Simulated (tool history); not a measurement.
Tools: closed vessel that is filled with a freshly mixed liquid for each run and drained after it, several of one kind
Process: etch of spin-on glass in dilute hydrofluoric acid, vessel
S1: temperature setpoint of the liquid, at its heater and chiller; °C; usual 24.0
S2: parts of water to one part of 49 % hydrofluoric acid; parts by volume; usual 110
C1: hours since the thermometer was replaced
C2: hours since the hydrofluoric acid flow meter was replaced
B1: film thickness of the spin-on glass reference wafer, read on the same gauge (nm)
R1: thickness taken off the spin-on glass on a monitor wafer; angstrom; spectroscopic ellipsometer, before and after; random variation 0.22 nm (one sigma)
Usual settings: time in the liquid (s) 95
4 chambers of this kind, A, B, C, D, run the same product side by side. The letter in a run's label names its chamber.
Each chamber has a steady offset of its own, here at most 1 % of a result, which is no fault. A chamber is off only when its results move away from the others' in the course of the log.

Run 1C, hour 7.6: usual settings; C1 581.6; C2 276.0; B1 40.038. Result: R1 365.46 angstrom.
Run 2B, hour 19.2: usual settings; C1 360.8; C2 187.0; B1 39.956. Result: R1 369.12 angstrom.
Run 3D, hour 24.8: usual settings; C1 404.9; C2 1369.7; B1 40.009. Result: R1 364.81 angstrom.
Run 4A, hour 31.9: usual settings; C1 282.1; C2 1013.6; B1 39.990. Result: R1 369.73 angstrom.
Run 5A, hour 41.6: usual settings; C1 291.8; C2 1023.3; B1 39.947. Result: R1 366.22 angstrom.
Run 6C, hour 48.2: usual settings; C1 622.2; C2 316.6; B1 39.968. Result: R1 372.84 angstrom.
Run 7D, hour 57.7: usual settings; C1 437.8; C2 1402.6; B1 39.978. Result: R1 365.65 angstrom.
Run 8B, hour 67.8: usual settings but S2 130 parts by volume, time in the liquid (s) 45; C1 409.4; C2 235.6; B1 39.965. Result: R1 144.68 angstrom.
Run 9B, hour 76.3: usual settings but S2 130 parts by volume, time in the liquid (s) 45; C1 417.9; C2 244.1; B1 39.995. Result: R1 144.61 angstrom.
Run 10C, hour 84.8: usual settings but S2 130 parts by volume, time in the liquid (s) 45; C1 658.8; C2 353.2; B1 39.983. Result: R1 144.59 angstrom.
Run 11D, hour 91.2: usual settings but S2 130 parts by volume, time in the liquid (s) 45; C1 471.3; C2 1436.1; B1 39.993. Result: R1 145.77 angstrom.
Run 12A, hour 98.6: usual settings; C1 348.8; C2 1080.3; B1 40.021. Result: R1 364.67 angstrom.
Run 13A, hour 109.0: usual settings; C1 359.2; C2 1090.7; B1 40.016. Result: R1 366.42 angstrom.
Run 14D, hour 118.4: usual settings but S1 21.5 °C, S2 140 parts by volume; C1 498.5; C2 1463.3; B1 40.029. Result: R1 255.13 angstrom.
Run 15C, hour 128.1: usual settings but S1 21.5 °C, S2 140 parts by volume; C1 702.1; C2 396.5; B1 40.031. Result: R1 253.51 angstrom.
Run 16B, hour 136.7: usual settings but S1 21.5 °C, S2 140 parts by volume; C1 478.3; C2 304.5; B1 39.990. Result: R1 253.16 angstrom.
Run 17B, hour 144.7: usual settings but S1 21.5 °C, S2 140 parts by volume; C1 486.3; C2 312.5; B1 40.025. Result: R1 254.70 angstrom.
Run 18A, hour 155.2: usual settings; C1 405.4; C2 1136.9; B1 40.012. Result: R1 368.25 angstrom.
Run 19D, hour 167.0: usual settings; C1 547.1; C2 1511.9; B1 40.050. Result: R1 358.09 angstrom.
Run 20C, hour 174.3: usual settings; C1 748.3; C2 442.7; B1 40.009. Result: R1 364.97 angstrom.
Run 21A, hour 181.4: usual settings; C1 431.6; C2 1163.1; B1 40.003. Result: R1 368.40 angstrom.
Run 22C, hour 189.6: usual settings; C1 763.6; C2 458.0; B1 39.977. Result: R1 364.45 angstrom.
Run 23B, hour 196.7: usual settings; C1 538.3; C2 364.5; B1 40.017. Result: R1 367.32 angstrom.
Run 24D, hour 203.2: usual settings; C1 583.3; C2 1548.1; B1 39.963. Result: R1 355.00 angstrom.
Run 25B, hour 210.0: usual settings; C1 551.6; C2 377.8; B1 40.001. Result: R1 367.13 angstrom.
Run 26A, hour 216.6: usual settings; C1 466.8; C2 1198.3; B1 40.002. Result: R1 367.87 angstrom.
Run 27D, hour 222.7: usual settings; C1 602.8; C2 1567.6; B1 39.958. Result: R1 352.28 angstrom.
Run 28C, hour 231.2: usual settings; C1 805.2; C2 499.6; B1 39.969. Result: R1 373.34 angstrom.

All 4 chambers run these settings next. Forecast each chamber's results:
Run 29A, hour 240.1: usual settings but time in the liquid (s) 75. Result: R1 ?.
Run 29B, hour 240.1: usual settings but time in the liquid (s) 75. Result: R1 ?.
Run 29C, hour 240.1: usual settings but time in the liquid (s) 75. Result: R1 ?.
Run 29D, hour 240.1: usual settings but time in the liquid (s) 75. Result: R1 ?.

run      R1
29A  289.03
29B  291.63
29C  291.35
29D  274.31
